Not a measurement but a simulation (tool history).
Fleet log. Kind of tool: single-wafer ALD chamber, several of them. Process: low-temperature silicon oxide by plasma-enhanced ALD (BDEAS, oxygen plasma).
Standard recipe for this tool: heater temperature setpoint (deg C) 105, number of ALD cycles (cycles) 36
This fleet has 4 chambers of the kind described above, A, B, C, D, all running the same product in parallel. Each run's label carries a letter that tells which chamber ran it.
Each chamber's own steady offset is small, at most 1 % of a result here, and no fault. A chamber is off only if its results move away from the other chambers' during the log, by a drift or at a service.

run     day  heater temperature setpoint (deg C)  number of ALD cycles (cycles)  read-back reference wafer on the same gauge, thickness_nm  mean film thickness on the monitor wafer (nm)
 1A   0.500                                  105                             36                                                     5.7311                                         5.1177
 2C   1.133                                  105                             36                                                     5.7312                                         5.1242
 3B   1.708                                  105                             36                                                     5.7324                                         5.0740
 4D   2.042                                  105                             36                                                     5.7316                                         5.1092
 5C   2.546                                  105                             36                                                     5.7340                                         5.1100
 6B   3.121                                  105                             36                                                     5.7338                                         5.0663
 7D   3.608                                  105                             36                                                     5.7343                                         5.1112
 8A   4.096                                  105                             36                                                     5.7360                                         5.1305
 9D   4.767                                  105                             36                                                     5.7371                                         5.1005
10C   5.092                                  105                             36                                                     5.7364                                         5.1243
11A   5.546                                  105                             36                                                     5.7348                                         5.1372
12B   6.008                                  105                             36                                                     5.7362                                         5.0749
13A   6.612                                  105                             36                                                     5.7369                                         5.1410
14B   7.008                                  105                             36                                                     5.7383                                         5.0803
15C   7.333                                  105                             36                                                     5.7394                                         5.1302
16D   7.817                                  105                             36                                                     5.7401                                         5.1107
17B   8.242                                  105                             36                                                     5.7406                                         5.0705
18A   8.892                                  105                             36                                                     5.7407                                         5.1316
      8.971  -- chamber B: thermocouple changed; heater temperature recalibrated
19D   9.300                                  105                             36                                                     5.7417                                         5.1088
20C   9.821                                  105                             36                                                     5.7431                                         5.1331
21B  10.433                                  105                             36                                                     5.7427                                         5.0852
22C  10.946                                  105                             36                                                     5.7429                                         5.1178
23A  11.521                                  105                             36                                                     5.7449                                         5.1452
24D  11.838                                  105                             36                                                     5.7444                                         5.1204
25B  12.233                                  105                             36                                                     5.7461                                         5.0891
26D  12.708                                  105                             36                                                     5.7452                                         5.1124
27C  13.238                                  105                             36                                                     5.7454                                         5.1324
28A  13.867                                  105                             36                                                     5.7466                                         5.1458
29A  14.208                                  105                             36                                                     5.7482                                         5.1613
30B  14.583                                   99                             31                                                     5.7483                                         4.4342
31D  15.054                                   99                             31                                                     5.7488                                         4.4651
32C  15.362                                   99                             31                                                     5.7500                                         4.4818
     15.896  -- chamber C: thermocouple changed; heater temperature recalibrated
33A  15.938                                   99                             31                                                     5.7504                                         4.4780
34B  16.500                                  105                             36                                                     5.7492                                         5.0920
35C  16.808                                  105                             36                                                     5.7496                                         5.1393
36D  17.288                                  105                             36                                                     5.7514                                         5.1227
37D  17.842                                  105                             36                                                     5.7522                                         5.1148
38B  18.196                                  105                             36                                                     5.7496                                         5.0881
39C  18.850                                  112                             43                                                     5.7529                                         6.0623
40A  19.154                                  112                             43                                                     5.7542                                         6.0788
41C  19.625                                  112                             43                                                     5.7516                                         6.0555
42A  19.938                                  112                             43                                                     5.7536                                         6.0788

One chamber off, gauge drift, or nothing amiss beyond the chambers' own small offsets? If it is a chamber, which one, and what is the likeliest cause?

The gauge drifts, so all chambers seem to drift together. No chamber is off.
Cause: gauge reads high (%) = 0.437.

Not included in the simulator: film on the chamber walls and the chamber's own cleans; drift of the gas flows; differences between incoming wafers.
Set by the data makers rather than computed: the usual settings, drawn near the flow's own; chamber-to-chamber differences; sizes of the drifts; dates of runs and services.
